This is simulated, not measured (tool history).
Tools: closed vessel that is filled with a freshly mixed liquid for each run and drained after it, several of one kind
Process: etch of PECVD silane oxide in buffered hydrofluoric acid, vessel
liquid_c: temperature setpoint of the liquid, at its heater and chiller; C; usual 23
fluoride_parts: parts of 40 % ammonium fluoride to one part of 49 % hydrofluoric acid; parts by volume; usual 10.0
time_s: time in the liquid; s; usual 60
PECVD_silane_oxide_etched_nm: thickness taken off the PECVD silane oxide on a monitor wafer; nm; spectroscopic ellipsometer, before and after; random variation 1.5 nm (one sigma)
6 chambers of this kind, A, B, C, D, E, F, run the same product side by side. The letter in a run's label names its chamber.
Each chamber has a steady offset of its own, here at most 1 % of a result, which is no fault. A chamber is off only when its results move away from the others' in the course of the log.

run	hour	liquid_c	fluoride_parts	time_s	read-back film thickness of the PECVD silane oxide reference wafer, read on the same gauge (nm)	PECVD_silane_oxide_etched_nm
1E	7.5	23	10.0	60	150.00	152.510
2B	14.5	23	10.0	60	149.97	151.360
3D	19.4	23	10.0	60	150.01	153.440
4C	26.2	23	10.0	60	149.97	151.330
5F	32.2	23	10.0	60	149.99	149.190
6A	38.2	23	10.0	60	150.02	151.190
7C	46.9	23	10.0	60	149.99	149.800
8A	55.0	23	10.0	60	149.97	153.320
9B	61.1	23	9.0	60	150.01	158.420
# hour 63.9: chamber A: hydrofluoric acid flow meter replaced
10D	66.0	23	9.0	60	150.03	162.340
11E	73.5	23	9.0	60	149.97	161.640
12F	82.3	23	9.0	60	149.99	163.440
13D	87.6	23	9.0	60	150.00	162.980
14C	95.7	23	9.0	60	150.01	160.330
15A	102.4	23	10.0	60	150.01	150.050
16E	108.0	23	10.0	60	150.00	148.690
17B	115.7	23	10.0	60	150.00	151.720
18F	122.1	23	10.0	60	149.97	150.090
19E	130.6	23	12.5	35	150.02	69.791
# hour 130.8: chamber C: thermometer replaced
20B	139.5	23	12.5	35	150.02	69.509
21F	143.7	23	12.5	35	149.97	70.667
22A	150.9	23	12.5	35	150.02	70.598
23D	159.3	23	12.5	35	150.01	71.162
24C	165.4	23	12.5	35	150.01	71.354
25B	171.9	23	10.0	60	149.99	149.090
26C	176.6	23	10.0	60	149.98	151.000
27A	180.6	23	10.0	60	149.96	147.790
28E	187.4	23	10.0	60	150.03	141.380
29F	195.2	23	8.5	85	150.02	241.950
30D	202.3	23	8.5	85	149.99	239.230
31D	210.5	23	8.5	85	150.00	244.640
32F	218.7	23	8.5	85	150.03	244.600
33E	223.8	23	8.5	85	149.98	226.820
34A	227.9	23	8.5	85	149.97	241.580
35B	235.4	23	10.0	60	149.98	151.560
36C	244.1	23	10.0	60	150.01	151.600

Next, every chamber runs the same settings. What will each give?
37A	250.5	23	10.0	60		?
37B	250.5	23	10.0	60		?
37C	250.5	23	10.0	60		?
37D	250.5	23	10.0	60		?
37E	250.5	23	10.0	60		?
37F	250.5	23	10.0	60		?

run	PECVD_silane_oxide_etched_nm
37A	150.060
37B	149.740
37C	149.880
37D	151.110
37E	138.350
37F	149.190
